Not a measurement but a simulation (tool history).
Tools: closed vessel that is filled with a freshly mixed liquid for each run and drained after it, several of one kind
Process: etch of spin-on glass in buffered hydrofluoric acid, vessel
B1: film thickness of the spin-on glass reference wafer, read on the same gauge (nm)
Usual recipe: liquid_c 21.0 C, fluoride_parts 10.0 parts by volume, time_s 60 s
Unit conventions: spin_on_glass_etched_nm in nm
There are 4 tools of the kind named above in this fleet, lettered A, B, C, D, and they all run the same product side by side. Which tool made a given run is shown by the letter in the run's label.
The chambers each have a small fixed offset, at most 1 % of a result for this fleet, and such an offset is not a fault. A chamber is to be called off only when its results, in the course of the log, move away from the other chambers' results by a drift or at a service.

{"run": "1C", "hour": 4.5, "liquid_c": 21.0, "fluoride_parts": 10.0, "time_s": 60, "B1": 140.0, "spin_on_glass_etched_nm": 101.63}
{"run": "2A", "hour": 9.0, "liquid_c": 21.0, "fluoride_parts": 10.0, "time_s": 60, "B1": 139.98, "spin_on_glass_etched_nm": 103.36}
{"run": "3D", "hour": 15.6, "liquid_c": 21.0, "fluoride_parts": 10.0, "time_s": 60, "B1": 140.0, "spin_on_glass_etched_nm": 102.54}
{"run": "4B", "hour": 21.7, "liquid_c": 21.0, "fluoride_parts": 10.0, "time_s": 60, "B1": 139.98, "spin_on_glass_etched_nm": 101.6}
{"run": "5B", "hour": 27.6, "liquid_c": 21.0, "fluoride_parts": 10.0, "time_s": 80, "B1": 140.0, "spin_on_glass_etched_nm": 136.93}
{"run": "6C", "hour": 34.8, "liquid_c": 21.0, "fluoride_parts": 10.0, "time_s": 80, "B1": 139.97, "spin_on_glass_etched_nm": 135.08}
{"run": "7A", "hour": 39.6, "liquid_c": 21.0, "fluoride_parts": 10.0, "time_s": 80, "B1": 139.97, "spin_on_glass_etched_nm": 136.84}
{"run": "8D", "hour": 46.3, "liquid_c": 21.0, "fluoride_parts": 10.0, "time_s": 80, "B1": 139.95, "spin_on_glass_etched_nm": 136.84}
{"run": "9C", "hour": 51.6, "liquid_c": 21.0, "fluoride_parts": 10.0, "time_s": 60, "B1": 140.03, "spin_on_glass_etched_nm": 101.94}
{"run": "10D", "hour": 55.6, "liquid_c": 21.0, "fluoride_parts": 10.0, "time_s": 60, "B1": 140.03, "spin_on_glass_etched_nm": 102.34}
{"run": "11B", "hour": 62.8, "liquid_c": 21.0, "fluoride_parts": 10.0, "time_s": 60, "B1": 139.96, "spin_on_glass_etched_nm": 101.06}
{"run": "12A", "hour": 69.3, "liquid_c": 21.0, "fluoride_parts": 10.0, "time_s": 60, "B1": 139.99, "spin_on_glass_etched_nm": 101.84}
{"run": "13B", "hour": 73.7, "liquid_c": 21.0, "fluoride_parts": 10.0, "time_s": 60, "B1": 140.02, "spin_on_glass_etched_nm": 101.53}
{"run": "14A", "hour": 77.2, "liquid_c": 21.0, "fluoride_parts": 10.0, "time_s": 60, "B1": 140.03, "spin_on_glass_etched_nm": 101.69}
{"run": "15D", "hour": 82.3, "liquid_c": 21.0, "fluoride_parts": 10.0, "time_s": 60, "B1": 140.01, "spin_on_glass_etched_nm": 101.35}
{"hour": 83.4, "done": "chamber A: hydrofluoric acid flow meter replaced"}
{"run": "16C", "hour": 88.1, "liquid_c": 25.5, "fluoride_parts": 10.0, "time_s": 60, "B1": 139.96, "spin_on_glass_etched_nm": 130.09}
{"hour": 89.5, "done": "chamber A: thermometer replaced"}
{"run": "17C", "hour": 95.1, "liquid_c": 25.5, "fluoride_parts": 10.0, "time_s": 60, "B1": 139.98, "spin_on_glass_etched_nm": 130.49}
{"run": "18B", "hour": 99.3, "liquid_c": 25.5, "fluoride_parts": 10.0, "time_s": 60, "B1": 139.97, "spin_on_glass_etched_nm": 130.06}
{"run": "19D", "hour": 103.5, "liquid_c": 25.5, "fluoride_parts": 10.0, "time_s": 60, "B1": 140.0, "spin_on_glass_etched_nm": 129.67}
{"run": "20A", "hour": 107.8, "liquid_c": 21.0, "fluoride_parts": 10.0, "time_s": 60, "B1": 140.0, "spin_on_glass_etched_nm": 102.18}
{"run": "21A", "hour": 111.3, "liquid_c": 21.0, "fluoride_parts": 10.0, "time_s": 60, "B1": 139.97, "spin_on_glass_etched_nm": 102.25}
{"run": "22B", "hour": 118.1, "liquid_c": 21.0, "fluoride_parts": 10.0, "time_s": 60, "B1": 139.98, "spin_on_glass_etched_nm": 102.33}
{"run": "23C", "hour": 124.9, "liquid_c": 21.0, "fluoride_parts": 10.0, "time_s": 60, "B1": 140.02, "spin_on_glass_etched_nm": 101.73}
{"run": "24D", "hour": 130.4, "liquid_c": 21.0, "fluoride_parts": 10.0, "time_s": 60, "B1": 139.99, "spin_on_glass_etched_nm": 102.44}
{"run": "25B", "hour": 134.0, "liquid_c": 21.0, "fluoride_parts": 10.0, "time_s": 60, "B1": 139.97, "spin_on_glass_etched_nm": 101.85}
{"run": "26C", "hour": 138.2, "liquid_c": 25.5, "fluoride_parts": 10.0, "time_s": 95, "B1": 139.98, "spin_on_glass_etched_nm": 205.5}

One chamber off, gauge drift, or nothing amiss beyond the chambers' own small offsets? If it is a chamber, which one, and what is the likeliest cause?

No chamber is off and the gauge is stable; the differences are just each chamber's small, constant offset.
